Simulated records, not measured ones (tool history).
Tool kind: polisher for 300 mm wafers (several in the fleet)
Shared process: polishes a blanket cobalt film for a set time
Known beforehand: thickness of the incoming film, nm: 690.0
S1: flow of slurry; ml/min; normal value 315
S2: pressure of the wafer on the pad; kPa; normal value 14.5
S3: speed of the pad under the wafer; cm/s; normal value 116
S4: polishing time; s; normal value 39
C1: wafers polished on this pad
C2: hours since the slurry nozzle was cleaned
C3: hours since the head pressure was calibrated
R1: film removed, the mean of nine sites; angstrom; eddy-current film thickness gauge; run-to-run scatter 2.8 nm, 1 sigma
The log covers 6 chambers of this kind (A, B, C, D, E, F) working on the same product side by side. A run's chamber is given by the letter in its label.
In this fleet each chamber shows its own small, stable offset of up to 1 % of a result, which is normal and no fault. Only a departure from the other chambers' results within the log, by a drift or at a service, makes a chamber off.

run	hour	S1	S2	S3	S4	C1	C2	C3	R1
1B	4.5	315	14.5	116	39	469	198.1	224.8	2647.2
2E	9.4	315	14.5	116	39	469	261.7	555.4	2695.0
3D	16.7	315	14.5	116	39	185	17.6	982.6	2669.8
4C	22.5	315	14.5	116	39	365	681.3	747.6	2646.2
5A	27.0	315	14.5	116	39	1147	99.1	109.0	2620.7
6F	33.2	315	14.5	116	39	676	101.8	598.6	2658.2
7C	40.1	315	14.5	116	39	494	698.9	765.2	2621.7
# hour 42.5: chamber C: worn pad replaced by a new one
# hour 43.0: chamber F: worn pad replaced by a new one
8A	48.0	315	14.5	116	39	1301	120.1	130.0	2656.3
# hour 50.0: chamber A: worn pad replaced by a new one
9E	54.0	315	14.5	116	39	796	306.3	600.0	2647.2
# hour 54.1: chamber E: worn pad replaced by a new one
10F	59.2	315	14.5	116	39	119	127.8	624.6	2670.4
11D	64.3	270	14.5	116	39	534	65.2	1030.2	2594.6
12B	72.8	270	14.5	116	39	970	266.4	293.1	2624.5
13E	77.2	270	14.5	116	39	169	329.5	623.2	2617.4
14C	81.6	270	14.5	116	39	286	740.4	806.7	2587.0
15B	86.4	270	14.5	116	39	1070	280.0	306.7	2619.4
16A	93.5	270	14.5	116	39	319	165.6	175.5	2651.0
# hour 94.0: chamber B: worn pad replaced by a new one
17F	102.2	315	14.5	116	39	434	170.8	667.6	2679.2
18D	106.3	350	14.5	116	31	842	107.2	1072.2	2135.9
# hour 107.1: chamber C: worn pad replaced by a new one
# hour 108.2: chamber C: slurry nozzle cleaned
19D	114.8	350	14.5	116	31	904	115.7	1080.7	2176.3
# hour 118.0: chamber D: worn pad replaced by a new one
20F	120.3	350	14.5	116	31	567	188.9	685.7	2118.1
# hour 127.8: chamber C: head pressure recalibrated
21B	129.0	350	14.5	116	31	257	322.6	349.3	2141.0
# hour 132.0: chamber F: worn pad replaced by a new one
22E	135.1	350	14.5	116	31	594	387.4	681.1	2099.9
23A	143.6	350	14.5	116	31	686	215.7	225.6	2100.6
24C	148.0	315	14.5	116	39	300	39.9	20.2	2384.4
25B	153.6	315	14.5	116	39	437	347.2	373.9	2619.4
26A	159.5	315	14.5	116	39	803	231.6	241.5	2683.8
27D	164.2	315	14.5	116	39	339	165.1	1130.1	2670.9
# hour 166.7: chamber E: head pressure recalibrated
# hour 166.8: chamber C: worn pad replaced by a new one
28F	170.0	315	14.5	116	39	279	238.6	735.4	2630.7
# hour 173.0: chamber F: slurry nozzle cleaned
29E	173.9	315	14.5	116	39	878	426.2	7.3	2722.6
# hour 174.6: chamber E: worn pad replaced by a new one
# hour 175.2: chamber D: head pressure recalibrated
30C	180.7	315	14.5	116	39	102	72.6	52.9	2368.3
31C	189.6	315	14.5	116	39	167	81.5	61.8	2375.6
32B	196.7	315	14.5	116	26	753	390.3	417.0	1789.1
# hour 200.1: chamber A: worn pad replaced by a new one
33F	204.7	315	14.5	116	26	533	31.7	770.1	1746.7
34D	211.0	315	14.5	116	26	682	211.9	35.8	1804.7
# hour 213.1: chamber F: worn pad replaced by a new one
35A	217.9	315	14.5	116	26	131	290.0	299.9	1773.1
36E	222.6	315	14.5	116	26	352	474.9	56.0	1780.9
# hour 226.9: chamber D: worn pad replaced by a new one
37D	227.8	315	14.5	116	26	7	228.7	52.6	1780.5
38F	236.0	315	15.9	116	39	168	63.0	801.4	2911.0
39E	243.4	315	15.9	116	39	505	495.7	76.8	2879.4

All 6 chambers run these settings next. Forecast each chamber's results:
40A	249.9	315	14.5	116	39				?
40B	249.9	315	14.5	116	39				?
40C	249.9	315	14.5	116	39				?
40D	249.9	315	14.5	116	39				?
40E	249.9	315	14.5	116	39				?
40F	249.9	315	14.5	116	39				?

run	R1
40A	2636.3
40B	2664.7
40C	2363.4
40D	2706.2
40E	2684.4
40F	2670.3
